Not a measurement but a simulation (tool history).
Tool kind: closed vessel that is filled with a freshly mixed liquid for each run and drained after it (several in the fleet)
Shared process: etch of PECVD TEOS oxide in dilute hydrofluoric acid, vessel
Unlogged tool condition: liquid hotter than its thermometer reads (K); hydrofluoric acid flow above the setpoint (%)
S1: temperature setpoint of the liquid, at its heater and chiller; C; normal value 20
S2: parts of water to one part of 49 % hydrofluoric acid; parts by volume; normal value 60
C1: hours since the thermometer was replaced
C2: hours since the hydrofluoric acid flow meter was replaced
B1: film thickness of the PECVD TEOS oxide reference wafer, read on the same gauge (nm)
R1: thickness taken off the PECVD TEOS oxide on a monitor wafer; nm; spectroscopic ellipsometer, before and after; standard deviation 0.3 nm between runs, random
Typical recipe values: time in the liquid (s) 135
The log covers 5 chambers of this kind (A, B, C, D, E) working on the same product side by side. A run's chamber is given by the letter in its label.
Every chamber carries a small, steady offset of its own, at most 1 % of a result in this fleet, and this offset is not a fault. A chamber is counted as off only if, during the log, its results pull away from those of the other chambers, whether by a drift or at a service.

run 1D day=0.342 | S1=20 S2=60 time_in_the_liquid_(s)=135 | C1=406.7 C2=149 | B1=99.977 | R1=37.971
run 2B day=0.688 | S1=20 S2=60 time_in_the_liquid_(s)=135 | C1=1329.6 C2=78.5 | B1=100.03 | R1=37.23
run 3A day=0.942 | S1=20 S2=60 time_in_the_liquid_(s)=135 | C1=452.9 C2=65.4 | B1=100.04 | R1=38.011
run 4E day=1.125 | S1=20 S2=60 time_in_the_liquid_(s)=135 | C1=806.3 C2=225.1 | B1=99.965 | R1=37.922
run 5C day=1.471 | S1=20 S2=60 time_in_the_liquid_(s)=135 | C1=916.4 C2=653.9 | B1=100.01 | R1=37.686
run 6E day=1.858 | S1=20 S2=60 time_in_the_liquid_(s)=135 | C1=823.9 C2=242.7 | B1=100.01 | R1=37.689
run 7D day=2.171 | S1=20 S2=60 time_in_the_liquid_(s)=135 | C1=450.6 C2=192.9 | B1=99.997 | R1=37.774
run 8C day=2.5 | S1=20 S2=60 time_in_the_liquid_(s)=135 | C1=941.1 C2=678.6 | B1=100.01 | R1=37.345
run 9A day=2.675 | S1=20 S2=60 time_in_the_liquid_(s)=135 | C1=494.5 C2=107 | B1=100.02 | R1=37.552
-- day=2.683 chamber C: hydrofluoric acid flow meter replaced
run 10B day=2.958 | S1=20 S2=60 time_in_the_liquid_(s)=135 | C1=1384.1 C2=133 | B1=99.984 | R1=37.669
run 11C day=3.346 | S1=20 S2=60 time_in_the_liquid_(s)=135 | C1=961.4 C2=15.9 | B1=100.02 | R1=38.068
run 12E day=3.696 | S1=20 S2=60 time_in_the_liquid_(s)=75 | C1=868 C2=286.8 | B1=100.03 | R1=20.913
run 13A day=3.888 | S1=20 S2=60 time_in_the_liquid_(s)=75 | C1=523.6 C2=136.1 | B1=99.975 | R1=21.053
run 14D day=4.142 | S1=20 S2=60 time_in_the_liquid_(s)=75 | C1=497.9 C2=240.2 | B1=99.973 | R1=20.612
run 15B day=4.35 | S1=20 S2=60 time_in_the_liquid_(s)=75 | C1=1417.5 C2=166.4 | B1=100.02 | R1=20.809
run 16C day=4.608 | S1=20 S2=60 time_in_the_liquid_(s)=75 | C1=991.7 C2=46.2 | B1=99.961 | R1=21.409
run 17E day=4.8 | S1=22.5 S2=60 time_in_the_liquid_(s)=190 | C1=894.5 C2=313.3 | B1=100.04 | R1=58.606
run 18D day=5.188 | S1=22.5 S2=60 time_in_the_liquid_(s)=190 | C1=523 C2=265.3 | B1=100.02 | R1=58.627
run 19B day=5.55 | S1=22.5 S2=60 time_in_the_liquid_(s)=190 | C1=1446.3 C2=195.2 | B1=99.994 | R1=58.656
run 20A day=5.933 | S1=22.5 S2=60 time_in_the_liquid_(s)=190 | C1=572.7 C2=185.2 | B1=100 | R1=58.957
run 21D day=6.2 | S1=22.5 S2=60 time_in_the_liquid_(s)=190 | C1=547.3 C2=289.6 | B1=100.05 | R1=59.392
run 22A day=6.5 | S1=20 S2=75 time_in_the_liquid_(s)=135 | C1=586.3 C2=198.8 | B1=99.968 | R1=29.312
run 23B day=6.821 | S1=20 S2=75 time_in_the_liquid_(s)=135 | C1=1476.8 C2=225.7 | B1=99.97 | R1=29.574
run 24C day=7.212 | S1=20 S2=75 time_in_the_liquid_(s)=135 | C1=1054.2 C2=108.7 | B1=100.03 | R1=31.231
run 25E day=7.508 | S1=20 S2=75 time_in_the_liquid_(s)=135 | C1=959.5 C2=378.3 | B1=100.05 | R1=30.192
run 26E day=7.833 | S1=20 S2=75 time_in_the_liquid_(s)=135 | C1=967.3 C2=386.1 | B1=100.02 | R1=30.139
run 27B day=8.058 | S1=20 S2=60 time_in_the_liquid_(s)=135 | C1=1506.5 C2=255.4 | B1=100 | R1=37.983
run 28A day=8.304 | S1=20 S2=60 time_in_the_liquid_(s)=135 | C1=629.6 C2=242.1 | B1=99.976 | R1=37.689
run 29D day=8.492 | S1=20 S2=60 time_in_the_liquid_(s)=135 | C1=602.3 C2=344.6 | B1=99.986 | R1=37.822
run 30C day=8.721 | S1=20 S2=60 time_in_the_liquid_(s)=135 | C1=1090.4 C2=144.9 | B1=99.987 | R1=39.628
run 31A day=9.017 | S1=20 S2=60 time_in_the_liquid_(s)=135 | C1=646.7 C2=259.2 | B1=99.998 | R1=37.006
run 32D day=9.392 | S1=20 S2=60 time_in_the_liquid_(s)=135 | C1=623.9 C2=366.2 | B1=99.978 | R1=37.792
-- day=9.454 chamber E: hydrofluoric acid flow meter replaced
run 33E day=9.671 | S1=20 S2=60 time_in_the_liquid_(s)=135 | C1=1011.4 C2=5.3 | B1=99.988 | R1=37.551
run 34B day=9.979 | S1=20 S2=60 time_in_the_liquid_(s)=135 | C1=1552.6 C2=301.5 | B1=100.02 | R1=37.461
run 35C day=10.279 | S1=20 S2=60 time_in_the_liquid_(s)=135 | C1=1127.8 C2=182.3 | B1=100.04 | R1=40.015
run 36D day=10.65 | S1=23 S2=30 time_in_the_liquid_(s)=135 | C1=654.1 C2=396.4 | B1=99.969 | R1=88.472
run 37A day=10.896 | S1=23 S2=30 time_in_the_liquid_(s)=135 | C1=691.8 C2=304.3 | B1=100.02 | R1=90.346
run 38E day=11.25 | S1=23 S2=30 time_in_the_liquid_(s)=135 | C1=1049.3 C2=43.2 | B1=100.05 | R1=88.383
run 39B day=11.458 | S1=23 S2=30 time_in_the_liquid_(s)=135 | C1=1588.1 C2=337 | B1=100.02 | R1=89.833
run 40C day=11.7 | S1=23 S2=30 time_in_the_liquid_(s)=135 | C1=1161.9 C2=216.4 | B1=100 | R1=95.153
run 41D day=12 | S1=20 S2=60 time_in_the_liquid_(s)=135 | C1=686.5 C2=428.8 | B1=100.01 | R1=37.87

For the next run the whole fleet of 5 chambers uses the same settings. Give each chamber's results:
run 42A day=12.279 | S1=20 S2=60 time_in_the_liquid_(s)=110 | R1=?
run 42B day=12.279 | S1=20 S2=60 time_in_the_liquid_(s)=110 | R1=?
run 42C day=12.279 | S1=20 S2=60 time_in_the_liquid_(s)=110 | R1=?
run 42D day=12.279 | S1=20 S2=60 time_in_the_liquid_(s)=110 | R1=?
run 42E day=12.279 | S1=20 S2=60 time_in_the_liquid_(s)=110 | R1=?

run=42A R1=31.061
run=42B R1=30.78
run=42C R1=33.824
run=42D R1=31.043
run=42E R1=30.516
